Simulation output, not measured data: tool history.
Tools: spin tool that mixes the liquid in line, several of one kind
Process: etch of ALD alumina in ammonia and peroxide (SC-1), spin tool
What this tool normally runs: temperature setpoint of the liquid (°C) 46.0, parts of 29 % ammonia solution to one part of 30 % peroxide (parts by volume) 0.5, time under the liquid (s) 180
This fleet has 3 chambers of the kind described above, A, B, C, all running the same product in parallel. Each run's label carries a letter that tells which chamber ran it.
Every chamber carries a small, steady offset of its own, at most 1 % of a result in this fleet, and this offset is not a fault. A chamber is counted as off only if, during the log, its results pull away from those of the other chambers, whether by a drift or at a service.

run	hour	temperature setpoint of the liquid (°C)	parts of 29 % ammonia solution to one part of 30 % peroxide (parts by volume)	time under the liquid (s)	read-back film thickness of the ALD alumina reference wafer, read on the same gauge (nm)	thickness taken off the ALD alumina on a monitor wafer (Å)
1B	7.0	46.0	0.5	180	69.954	78.514
2A	19.2	46.0	0.5	180	70.016	79.196
3C	31.6	46.0	0.5	180	69.991	80.323
4C	38.3	46.0	0.5	180	69.990	79.556
5B	44.8	46.0	0.5	180	69.960	78.931
# hour 50.8: chamber A: new drum of ammonia solution connected
6A	53.6	46.0	0.5	180	69.977	81.028
7B	62.2	53.5	0.4	180	70.027	118.790
8A	70.8	53.5	0.4	180	70.000	118.070
9C	83.7	53.5	0.4	180	69.996	118.680
# hour 91.0: chamber B: new drum of ammonia solution connected
# hour 91.5: chamber B: ammonia flow meter replaced
10A	97.0	46.0	0.5	180	69.999	80.200
# hour 106.4: chamber A: ammonia flow meter replaced
11C	108.7	46.0	0.5	180	69.974	80.247
12B	120.8	46.0	0.5	180	70.018	80.013
13A	130.9	46.0	0.5	180	69.986	80.160
14B	142.7	46.0	0.5	180	69.967	79.564
15C	149.9	46.0	0.5	180	70.000	80.614
16A	163.3	46.0	0.5	180	70.049	79.428
17B	174.7	46.0	0.5	180	69.977	80.120
18C	183.3	46.0	0.5	180	70.021	80.976
19A	196.9	46.0	0.5	180	70.004	80.344
20B	208.4	46.0	0.5	180	69.994	78.748
21C	222.0	46.0	0.5	180	69.971	79.356
22B	229.7	46.0	0.5	180	70.015	79.861
23A	235.7	46.0	0.5	180	70.016	80.135
24C	248.0	46.0	0.5	180	70.009	79.823
25A	257.2	46.0	0.5	180	69.990	78.385
26C	263.2	49.0	0.5	180	69.997	95.541

Is one chamber off against the others, does the gauge drift, or is nothing wrong? If a chamber is off, say which, and what the likeliest cause is.

The fleet is healthy, with each chamber sitting at its usual small offset and no drift in the gauge.
